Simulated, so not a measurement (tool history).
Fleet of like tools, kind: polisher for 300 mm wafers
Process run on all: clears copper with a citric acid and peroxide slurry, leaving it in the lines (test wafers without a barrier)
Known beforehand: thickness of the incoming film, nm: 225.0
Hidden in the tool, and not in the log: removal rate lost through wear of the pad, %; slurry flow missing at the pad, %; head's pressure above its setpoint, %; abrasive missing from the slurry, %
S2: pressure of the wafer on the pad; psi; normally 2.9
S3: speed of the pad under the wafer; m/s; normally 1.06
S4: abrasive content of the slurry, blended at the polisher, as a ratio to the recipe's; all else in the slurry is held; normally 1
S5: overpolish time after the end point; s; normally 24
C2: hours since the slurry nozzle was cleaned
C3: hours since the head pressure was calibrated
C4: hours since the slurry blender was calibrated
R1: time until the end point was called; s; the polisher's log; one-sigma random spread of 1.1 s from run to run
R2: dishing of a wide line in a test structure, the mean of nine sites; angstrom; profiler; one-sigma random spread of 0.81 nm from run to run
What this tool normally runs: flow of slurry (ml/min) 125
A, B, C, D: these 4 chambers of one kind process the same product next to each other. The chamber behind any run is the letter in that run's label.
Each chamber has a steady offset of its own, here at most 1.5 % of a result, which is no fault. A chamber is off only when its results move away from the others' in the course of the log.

Run 1A, hour 6: usual settings; wafers polished on this pad 229; C2 199.8; C3 352.5; C4 264.9. Result: R1 97.15 s, R2 321.94 angstrom.
At hour 10.6: chamber A: slurry blender recalibrated.
Run 2B, hour 11.2: usual settings; wafers polished on this pad 474; C2 148.4; C3 750.8; C4 218.5. Result: R1 96.601 s, R2 323.58 angstrom.
Run 3C, hour 16.7: usual settings; wafers polished on this pad 1005; C2 155.2; C3 272.6; C4 147.7. Result: R1 95.638 s, R2 335.34 angstrom.
Run 4D, hour 23.5: usual settings; wafers polished on this pad 417; C2 374.3; C3 601.4; C4 268.4. Result: R1 97.627 s, R2 322.65 angstrom.
Run 5B, hour 29.4: usual settings; wafers polished on this pad 690; C2 166.6; C3 769; C4 236.7. Result: R1 95.703 s, R2 334.46 angstrom.
At hour 35.6: chamber C: worn pad replaced by a new one.
Run 6A, hour 39.8: usual settings; wafers polished on this pad 631; C2 233.6; C3 386.3; C4 29.3. Result: R1 95.809 s, R2 329.54 angstrom.
At hour 40.9: chamber D: worn pad replaced by a new one.
At hour 42.8: chamber D: slurry blender recalibrated.
Run 7C, hour 44.5: usual settings; wafers polished on this pad 106; C2 183; C3 300.4; C4 175.5. Result: R1 97.224 s, R2 330.68 angstrom.
At hour 47: chamber B: worn pad replaced by a new one.
At hour 51.3: chamber B: slurry blender recalibrated.
Run 8D, hour 55.2: usual settings; wafers polished on this pad 170; C2 406; C3 633.1; C4 12.4. Result: R1 98.882 s, R2 330.45 angstrom.
Run 9C, hour 62.6: usual settings but S3 1.22 m/s, S4 0.75; wafers polished on this pad 321; C2 201.1; C3 318.5; C4 193.6. Result: R1 89.364 s, R2 346.05 angstrom.
At hour 66.7: chamber A: slurry nozzle cleaned.
Run 10B, hour 70.3: usual settings but S3 1.22 m/s, S4 0.75; wafers polished on this pad 277; C2 207.5; C3 809.9; C4 19.1. Result: R1 88.721 s, R2 353.79 angstrom.
Run 11D, hour 80.9: usual settings but S3 1.22 m/s, S4 0.75; wafers polished on this pad 475; C2 431.7; C3 658.8; C4 38.1. Result: R1 91.225 s, R2 335.24 angstrom.
At hour 83.1: chamber A: worn pad replaced by a new one.
Run 12A, hour 90: usual settings but S3 1.22 m/s, S4 0.75; wafers polished on this pad 82; C2 23.3; C3 436.5; C4 79.5. Result: R1 88.974 s, R2 349.06 angstrom.
At hour 92.4: chamber D: worn pad replaced by a new one.
Run 13A, hour 98.9: usual settings; wafers polished on this pad 187; C2 32.2; C3 445.4; C4 88.4. Result: R1 98.362 s, R2 330.81 angstrom.
Run 14C, hour 105.7: usual settings; wafers polished on this pad 833; C2 244.2; C3 361.6; C4 236.7. Result: R1 97.479 s, R2 322.95 angstrom.
Run 15B, hour 111.3: usual settings; wafers polished on this pad 764; C2 248.5; C3 850.9; C4 60.1. Result: R1 95.955 s, R2 326.83 angstrom.
At hour 114: chamber B: worn pad replaced by a new one.
Run 16D, hour 117: usual settings; wafers polished on this pad 292; C2 467.8; C3 694.9; C4 74.2. Result: R1 100.76 s, R2 330.24 angstrom.
At hour 126.5: chamber D: head pressure recalibrated.
Run 17D, hour 127.9: usual settings; wafers polished on this pad 422; C2 478.7; C3 1.5; C4 85.1. Result: R1 100.73 s, R2 312.58 angstrom.
Run 18B, hour 134.3: usual settings; wafers polished on this pad 241; C2 271.5; C3 873.9; C4 83.1. Result: R1 97.267 s, R2 326.98 angstrom.
At hour 134.9: chamber D: worn pad replaced by a new one.
At hour 140.8: chamber B: head pressure recalibrated.
Run 19A, hour 141.4: usual settings; wafers polished on this pad 692; C2 74.7; C3 487.9; C4 130.9. Result: R1 96.021 s, R2 337.8 angstrom.
At hour 142.4: chamber C: worn pad replaced by a new one.
At hour 146.8: chamber B: slurry nozzle cleaned.
Run 20C, hour 151.7: usual settings; wafers polished on this pad 111; C2 290.2; C3 407.6; C4 282.7. Result: R1 97.345 s, R2 318.6 angstrom.
Run 21D, hour 162.5: usual settings; wafers polished on this pad 328; C2 513.3; C3 36.1; C4 119.7. Result: R1 105.08 s, R2 309.45 angstrom.
Run 22A, hour 170.2: usual settings; wafers polished on this pad 1035; C2 103.5; C3 516.7; C4 159.7. Result: R1 97.49 s, R2 335.61 angstrom.
Run 23B, hour 178.6: usual settings; wafers polished on this pad 767; C2 31.9; C3 37.9; C4 127.4. Result: R1 96.36 s, R2 311.6 angstrom.
At hour 186.5: chamber D: worn pad replaced by a new one.
Run 24C, hour 187.9: usual settings; wafers polished on this pad 541; C2 326.4; C3 443.8; C4 318.9. Result: R1 93.564 s, R2 331.79 angstrom.
Run 25D, hour 193.4: usual settings but S2 2.1 psi; wafers polished on this pad 82; C2 544.2; C3 67; C4 150.6. Result: R1 148.94 s, R2 235.7 angstrom.
Run 26C, hour 200.2: usual settings but S2 2.1 psi; wafers polished on this pad 687; C2 338.7; C3 456.1; C4 331.2. Result: R1 129.39 s, R2 262.83 angstrom.

Each of the 4 chambers runs these same settings next. Fill in every chamber's results:
Run 27A, hour 208: usual settings but flow of slurry (ml/min) 160. Result: R1 ?, R2 ?.
Run 27B, hour 208: usual settings but flow of slurry (ml/min) 160. Result: R1 ?, R2 ?.
Run 27C, hour 208: usual settings but flow of slurry (ml/min) 160. Result: R1 ?, R2 ?.
Run 27D, hour 208: usual settings but flow of slurry (ml/min) 160. Result: R1 ?, R2 ?.

run      R1      R2
27A  93.098  343.51
27B  91.657   329.4
27C  92.987  329.54
27D  103.15  302.04

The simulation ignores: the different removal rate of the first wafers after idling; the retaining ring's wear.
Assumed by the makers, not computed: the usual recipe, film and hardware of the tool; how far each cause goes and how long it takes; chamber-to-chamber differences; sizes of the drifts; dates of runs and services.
